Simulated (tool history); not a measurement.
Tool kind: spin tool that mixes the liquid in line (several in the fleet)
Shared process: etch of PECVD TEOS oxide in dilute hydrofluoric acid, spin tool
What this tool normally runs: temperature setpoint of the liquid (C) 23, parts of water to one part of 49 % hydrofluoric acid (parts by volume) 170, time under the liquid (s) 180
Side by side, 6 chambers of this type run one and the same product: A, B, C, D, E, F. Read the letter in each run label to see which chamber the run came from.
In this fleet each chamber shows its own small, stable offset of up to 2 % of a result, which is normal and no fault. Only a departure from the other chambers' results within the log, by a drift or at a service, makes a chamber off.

run,hour,temperature setpoint of the liquid (C),parts of water to one part of 49 % hydrofluoric acid (parts by volume),time under the liquid (s),hours since the thermometer was replaced,hours since the hydrofluoric acid flow meter was replaced,"read-back film thickness of the PECVD TEOS oxide reference wafer, read on the same gauge (nm)",thickness taken off the PECVD TEOS oxide on a monitor wafer (nm)
1A,3.2,23,170,180,1279.5,219.3,89.997,11.606
2D,7.6,23,170,180,717.4,315.5,89.955,11.674
3E,14.3,23,170,180,1506.0,92.2,89.977,11.654
4C,18.4,23,170,180,702.2,763.1,90.041,11.582
5B,24.1,23,170,180,1332.6,81.5,90.031,11.465
# hour 27.8: chamber E: thermometer replaced
6F,29.2,23,170,180,731.2,1673.7,89.980,11.498
7C,33.2,23,170,180,717.0,777.9,90.005,11.542
8D,36.3,23,170,180,746.1,344.2,90.009,11.587
9A,40.3,23,170,180,1316.6,256.4,89.997,11.473
10F,46.1,23,170,180,748.1,1690.6,90.009,11.543
11E,51.4,23,135,180,23.7,129.3,89.982,15.421
12B,54.8,23,135,180,1363.3,112.2,90.011,14.972
13B,59.3,23,135,180,1367.8,116.7,89.991,15.087
14D,64.4,23,135,180,774.2,372.3,90.042,14.988
15E,71.2,23,135,180,43.5,149.1,90.010,15.164
16C,74.9,23,135,180,758.7,819.6,89.979,15.287
17F,79.5,23,170,180,781.5,1724.0,90.015,11.326
18A,82.9,23,170,180,1359.2,299.0,90.035,11.552
19F,89.3,23,170,180,791.3,1733.8,89.956,11.536
20A,92.3,23,170,180,1368.6,308.4,90.062,11.543
# hour 93.7: chamber C: thermometer replaced
21C,95.6,23,170,180,2.0,840.3,90.012,11.372
22E,99.9,23,170,180,72.2,177.8,90.000,11.542
23B,105.0,23,170,240,1413.5,162.4,89.988,15.290
24D,109.1,23,170,240,818.9,417.0,89.985,15.546
25A,112.5,23,170,240,1388.8,328.6,90.020,15.328
26E,119.5,23,170,240,91.8,197.4,89.967,15.482
# hour 125.3: chamber F: hydrofluoric acid flow meter replaced
27B,125.3,23,170,240,1433.8,182.7,90.036,15.227
28C,129.9,23,170,240,36.3,874.6,90.021,14.919
29D,135.9,23,170,180,845.7,443.8,89.989,11.699
30F,141.9,27,170,180,843.9,16.7,89.983,13.495
31F,147.9,27,170,180,849.9,22.7,90.007,13.277
32B,153.2,27,170,180,1461.7,210.6,89.967,13.358
33E,157.1,27,170,180,129.4,235.0,90.002,13.656
34C,164.0,27,170,180,70.4,908.7,89.977,12.470
35A,168.8,27,170,180,1445.1,384.9,89.977,13.350
36D,175.4,23,170,180,885.2,483.3,90.019,11.578
37E,180.2,23,170,180,152.5,258.1,89.998,11.684
38F,186.8,23,170,180,888.8,61.6,90.001,11.439
39A,192.1,23,170,180,1468.4,408.2,89.981,11.440
40B,196.8,23,170,180,1505.3,254.2,89.984,11.387
41D,201.0,23,170,180,910.8,508.9,89.968,11.584
42C,204.6,23,170,180,111.0,949.3,89.991,10.665

Does one chamber stand apart from the rest, does the shared gauge drift, or is all well apart from small per-chamber offsets? Give the chamber and the most likely cause, where there is one.

Chamber C drifts away from the others.
Most likely cause: hydrofluoric acid flow below the setpoint (%) = 6.61.

Chamber C could run next with any of the 4 candidate recipes listed below; each alters the usual settings, and their results appear as question marks. Which one brings its results back in line with what the other chambers deliver on the usual settings?
A result is in line if it is within this distance of the other chambers' mean on the usual settings: thickness taken off the PECVD TEOS oxide on a monitor wafer (nm) 0.2900
43C-1,209.6,23.0,160,195,,,,?
43C-2,209.6,23.0,170,155,,,,?
43C-3,209.6,23.0,170,195,,,,?
43C-4,209.6,20.5,170,180,,,,?

On the usual settings, the other chambers give on average: thickness taken off the PECVD TEOS oxide on a monitor wafer (nm) 11.5530
run,thickness taken off the PECVD TEOS oxide on a monitor wafer (nm)
43C-1,12.3770
43C-2,9.1477
43C-3,11.5080
43C-4,9.6640
43C-3 brings the chamber back in line.
